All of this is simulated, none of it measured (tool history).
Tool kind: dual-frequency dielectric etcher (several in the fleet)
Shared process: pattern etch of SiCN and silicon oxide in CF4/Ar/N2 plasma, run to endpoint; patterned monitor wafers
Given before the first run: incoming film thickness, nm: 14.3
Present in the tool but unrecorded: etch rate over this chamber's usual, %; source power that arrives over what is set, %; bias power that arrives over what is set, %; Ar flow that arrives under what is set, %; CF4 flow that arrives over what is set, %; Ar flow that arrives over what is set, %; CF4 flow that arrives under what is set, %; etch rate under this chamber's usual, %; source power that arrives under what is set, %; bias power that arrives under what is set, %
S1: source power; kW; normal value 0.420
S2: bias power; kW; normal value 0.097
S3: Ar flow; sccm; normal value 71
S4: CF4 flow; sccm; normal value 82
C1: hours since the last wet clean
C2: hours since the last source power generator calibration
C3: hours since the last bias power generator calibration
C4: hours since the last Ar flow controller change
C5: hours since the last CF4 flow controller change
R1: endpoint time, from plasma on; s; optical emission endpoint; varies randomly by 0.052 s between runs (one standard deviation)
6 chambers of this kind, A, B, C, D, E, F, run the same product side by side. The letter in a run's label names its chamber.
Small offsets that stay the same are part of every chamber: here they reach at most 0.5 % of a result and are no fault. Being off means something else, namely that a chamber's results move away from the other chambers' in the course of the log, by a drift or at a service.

{"run": "1D", "day": 0.242, "S1": 0.42, "S2": 0.097, "S3": 71, "S4": 82, "C1": 255.8, "C2": 2723.6, "C3": 702.4, "C4": 1260.4, "C5": 515.0, "R1": 14.911}
{"run": "2E", "day": 0.4, "S1": 0.42, "S2": 0.097, "S3": 71, "S4": 82, "C1": 364.8, "C2": 1151.1, "C3": 3864.0, "C4": 1322.6, "C5": 2657.7, "R1": 14.951}
{"run": "3C", "day": 0.512, "S1": 0.42, "S2": 0.097, "S3": 71, "S4": 82, "C1": 40.8, "C2": 104.3, "C3": 1907.4, "C4": 585.6, "C5": 3285.4, "R1": 14.911}
{"run": "4A", "day": 0.696, "S1": 0.42, "S2": 0.097, "S3": 71, "S4": 82, "C1": 246.1, "C2": 3592.1, "C3": 437.9, "C4": 1577.9, "C5": 6367.6, "R1": 14.969}
{"day": 0.7, "done": "chamber F: Ar flow controller replaced"}
{"run": "5F", "day": 0.846, "S1": 0.42, "S2": 0.097, "S3": 71, "S4": 82, "C1": 133.1, "C2": 3471.9, "C3": 599.8, "C4": 3.6, "C5": 1488.4, "R1": 15.055}
{"run": "6B", "day": 1.038, "S1": 0.42, "S2": 0.097, "S3": 71, "S4": 82, "C1": 462.8, "C2": 677.5, "C3": 3294.7, "C4": 2818.0, "C5": 1284.8, "R1": 14.997}
{"run": "7B", "day": 1.175, "S1": 0.42, "S2": 0.097, "S3": 71, "S4": 82, "C1": 466.1, "C2": 680.8, "C3": 3298.0, "C4": 2821.3, "C5": 1288.1, "R1": 14.993}
{"run": "8D", "day": 1.312, "S1": 0.42, "S2": 0.097, "S3": 71, "S4": 82, "C1": 281.5, "C2": 2749.3, "C3": 728.1, "C4": 1286.1, "C5": 540.7, "R1": 15.002}
{"run": "9C", "day": 1.417, "S1": 0.42, "S2": 0.097, "S3": 71, "S4": 82, "C1": 62.5, "C2": 126.0, "C3": 1929.1, "C4": 607.3, "C5": 3307.1, "R1": 14.877}
{"run": "10F", "day": 1.592, "S1": 0.42, "S2": 0.097, "S3": 71, "S4": 82, "C1": 151.0, "C2": 3489.8, "C3": 617.7, "C4": 21.5, "C5": 1506.3, "R1": 14.965}
{"run": "11E", "day": 1.783, "S1": 0.42, "S2": 0.097, "S3": 71, "S4": 82, "C1": 398.0, "C2": 1184.3, "C3": 3897.2, "C4": 1355.8, "C5": 2690.9, "R1": 14.896}
{"run": "12A", "day": 2.012, "S1": 0.37, "S2": 0.097, "S3": 71, "S4": 94, "C1": 277.7, "C2": 3623.7, "C3": 469.5, "C4": 1609.5, "C5": 6399.2, "R1": 16.52}
{"run": "13E", "day": 2.2, "S1": 0.37, "S2": 0.097, "S3": 71, "S4": 94, "C1": 408.0, "C2": 1194.3, "C3": 3907.2, "C4": 1365.8, "C5": 2700.9, "R1": 16.518}
{"run": "14C", "day": 2.354, "S1": 0.37, "S2": 0.097, "S3": 71, "S4": 94, "C1": 85.0, "C2": 148.5, "C3": 1951.6, "C4": 629.8, "C5": 3329.6, "R1": 16.523}
{"run": "15B", "day": 2.596, "S1": 0.37, "S2": 0.097, "S3": 71, "S4": 94, "C1": 500.2, "C2": 714.9, "C3": 3332.1, "C4": 2855.4, "C5": 1322.2, "R1": 16.507}
{"run": "16A", "day": 2.833, "S1": 0.37, "S2": 0.097, "S3": 71, "S4": 94, "C1": 297.4, "C2": 3643.4, "C3": 489.2, "C4": 1629.2, "C5": 6418.9, "R1": 16.548}
{"run": "17F", "day": 2.971, "S1": 0.37, "S2": 0.097, "S3": 71, "S4": 94, "C1": 184.1, "C2": 3522.9, "C3": 650.8, "C4": 54.6, "C5": 1539.4, "R1": 16.536}
{"day": 3.1, "done": "chamber E: wet clean of the chamber"}
{"run": "18D", "day": 3.162, "S1": 0.42, "S2": 0.097, "S3": 71, "S4": 82, "C1": 325.9, "C2": 2793.7, "C3": 772.5, "C4": 1330.5, "C5": 585.1, "R1": 15.233}
{"day": 3.292, "done": "chamber B: wet clean of the chamber"}
{"run": "19A", "day": 3.304, "S1": 0.42, "S2": 0.097, "S3": 86, "S4": 82, "C1": 308.7, "C2": 3654.7, "C3": 500.5, "C4": 1640.5, "C5": 6430.2, "R1": 15.375}
{"day": 3.442, "done": "chamber A: CF4 flow controller replaced"}
{"run": "20B", "day": 3.512, "S1": 0.42, "S2": 0.097, "S3": 86, "S4": 82, "C1": 5.4, "C2": 736.9, "C3": 3354.1, "C4": 2877.4, "C5": 1344.2, "R1": 15.402}
{"run": "21F", "day": 3.692, "S1": 0.42, "S2": 0.097, "S3": 86, "S4": 82, "C1": 201.4, "C2": 3540.2, "C3": 668.1, "C4": 71.9, "C5": 1556.7, "R1": 15.32}
{"run": "22C", "day": 3.925, "S1": 0.42, "S2": 0.097, "S3": 86, "S4": 82, "C1": 122.7, "C2": 186.2, "C3": 1989.3, "C4": 667.5, "C5": 3367.3, "R1": 15.225}
{"run": "23D", "day": 4.15, "S1": 0.42, "S2": 0.097, "S3": 86, "S4": 82, "C1": 349.6, "C2": 2817.4, "C3": 796.2, "C4": 1354.2, "C5": 608.8, "R1": 15.585}
{"run": "24E", "day": 4.3, "S1": 0.42, "S2": 0.097, "S3": 86, "S4": 82, "C1": 28.8, "C2": 1244.7, "C3": 3957.6, "C4": 1416.2, "C5": 2751.3, "R1": 15.311}
{"run": "25D", "day": 4.512, "S1": 0.42, "S2": 0.097, "S3": 71, "S4": 82, "C1": 358.3, "C2": 2826.1, "C3": 804.9, "C4": 1362.9, "C5": 617.5, "R1": 15.302}
{"run": "26A", "day": 4.629, "S1": 0.42, "S2": 0.097, "S3": 71, "S4": 82, "C1": 340.5, "C2": 3686.5, "C3": 532.3, "C4": 1672.3, "C5": 28.6, "R1": 14.985}
{"run": "27F", "day": 4.75, "S1": 0.42, "S2": 0.097, "S3": 71, "S4": 82, "C1": 226.8, "C2": 3565.6, "C3": 693.5, "C4": 97.3, "C5": 1582.1, "R1": 14.958}
{"run": "28E", "day": 4.921, "S1": 0.42, "S2": 0.097, "S3": 71, "S4": 82, "C1": 43.7, "C2": 1259.6, "C3": 3972.5, "C4": 1431.1, "C5": 2766.2, "R1": 14.963}
{"run": "29C", "day": 5.083, "S1": 0.42, "S2": 0.097, "S3": 71, "S4": 71, "C1": 150.5, "C2": 214.0, "C3": 2017.1, "C4": 695.3, "C5": 3395.1, "R1": 15.238}
{"run": "30B", "day": 5.25, "S1": 0.42, "S2": 0.097, "S3": 71, "S4": 71, "C1": 47.1, "C2": 778.6, "C3": 3395.8, "C4": 2919.1, "C5": 1385.9, "R1": 15.241}
{"run": "31B", "day": 5.462, "S1": 0.42, "S2": 0.097, "S3": 71, "S4": 71, "C1": 52.2, "C2": 783.7, "C3": 3400.9, "C4": 2924.2, "C5": 1391.0, "R1": 15.318}
{"run": "32F", "day": 5.642, "S1": 0.42, "S2": 0.097, "S3": 71, "S4": 71, "C1": 248.2, "C2": 3587.0, "C3": 714.9, "C4": 118.7, "C5": 1603.5, "R1": 15.166}
{"run": "33A", "day": 5.829, "S1": 0.42, "S2": 0.097, "S3": 71, "S4": 71, "C1": 369.3, "C2": 3715.3, "C3": 561.1, "C4": 1701.1, "C5": 57.4, "R1": 15.305}
{"run": "34C", "day": 6.021, "S1": 0.42, "S2": 0.097, "S3": 71, "S4": 71, "C1": 173.0, "C2": 236.5, "C3": 2039.6, "C4": 717.8, "C5": 3417.6, "R1": 15.24}
{"run": "35E", "day": 6.204, "S1": 0.42, "S2": 0.097, "S3": 71, "S4": 82, "C1": 74.5, "C2": 1290.4, "C3": 4003.3, "C4": 1461.9, "C5": 2797.0, "R1": 14.923}
{"run": "36D", "day": 6.383, "S1": 0.42, "S2": 0.097, "S3": 71, "S4": 82, "C1": 403.2, "C2": 2871.0, "C3": 849.8, "C4": 1407.8, "C5": 662.4, "R1": 15.468}
{"run": "37B", "day": 6.538, "S1": 0.42, "S2": 0.097, "S3": 71, "S4": 82, "C1": 78.0, "C2": 809.5, "C3": 3426.7, "C4": 2950.0, "C5": 1416.8, "R1": 15.033}
{"run": "38D", "day": 6.7, "S1": 0.42, "S2": 0.097, "S3": 71, "S4": 82, "C1": 410.8, "C2": 2878.6, "C3": 857.4, "C4": 1415.4, "C5": 670.0, "R1": 15.576}
{"run": "39F", "day": 6.892, "S1": 0.42, "S2": 0.097, "S3": 71, "S4": 82, "C1": 278.2, "C2": 3617.0, "C3": 744.9, "C4": 148.7, "C5": 1633.5, "R1": 14.92}
{"run": "40E", "day": 7.117, "S1": 0.48, "S2": 0.097, "S3": 71, "S4": 89, "C1": 96.4, "C2": 1312.3, "C3": 4025.2, "C4": 1483.8, "C5": 2818.9, "R1": 13.084}

Next, every chamber runs the same settings. What will each give?
{"run": "41A", "day": 7.292, "S1": 0.42, "S2": 0.097, "S3": 71, "S4": 99, "R1": "?"}
{"run": "41B", "day": 7.292, "S1": 0.42, "S2": 0.097, "S3": 71, "S4": 99, "R1": "?"}
{"run": "41C", "day": 7.292, "S1": 0.42, "S2": 0.097, "S3": 71, "S4": 99, "R1": "?"}
{"run": "41D", "day": 7.292, "S1": 0.42, "S2": 0.097, "S3": 71, "S4": 99, "R1": "?"}
{"run": "41E", "day": 7.292, "S1": 0.42, "S2": 0.097, "S3": 71, "S4": 99, "R1": "?"}
{"run": "41F", "day": 7.292, "S1": 0.42, "S2": 0.097, "S3": 71, "S4": 99, "R1": "?"}

run=41A R1=14.641
run=41B R1=14.785
run=41C R1=14.622
run=41D R1=15.306
run=41E R1=14.639
run=41F R1=14.675
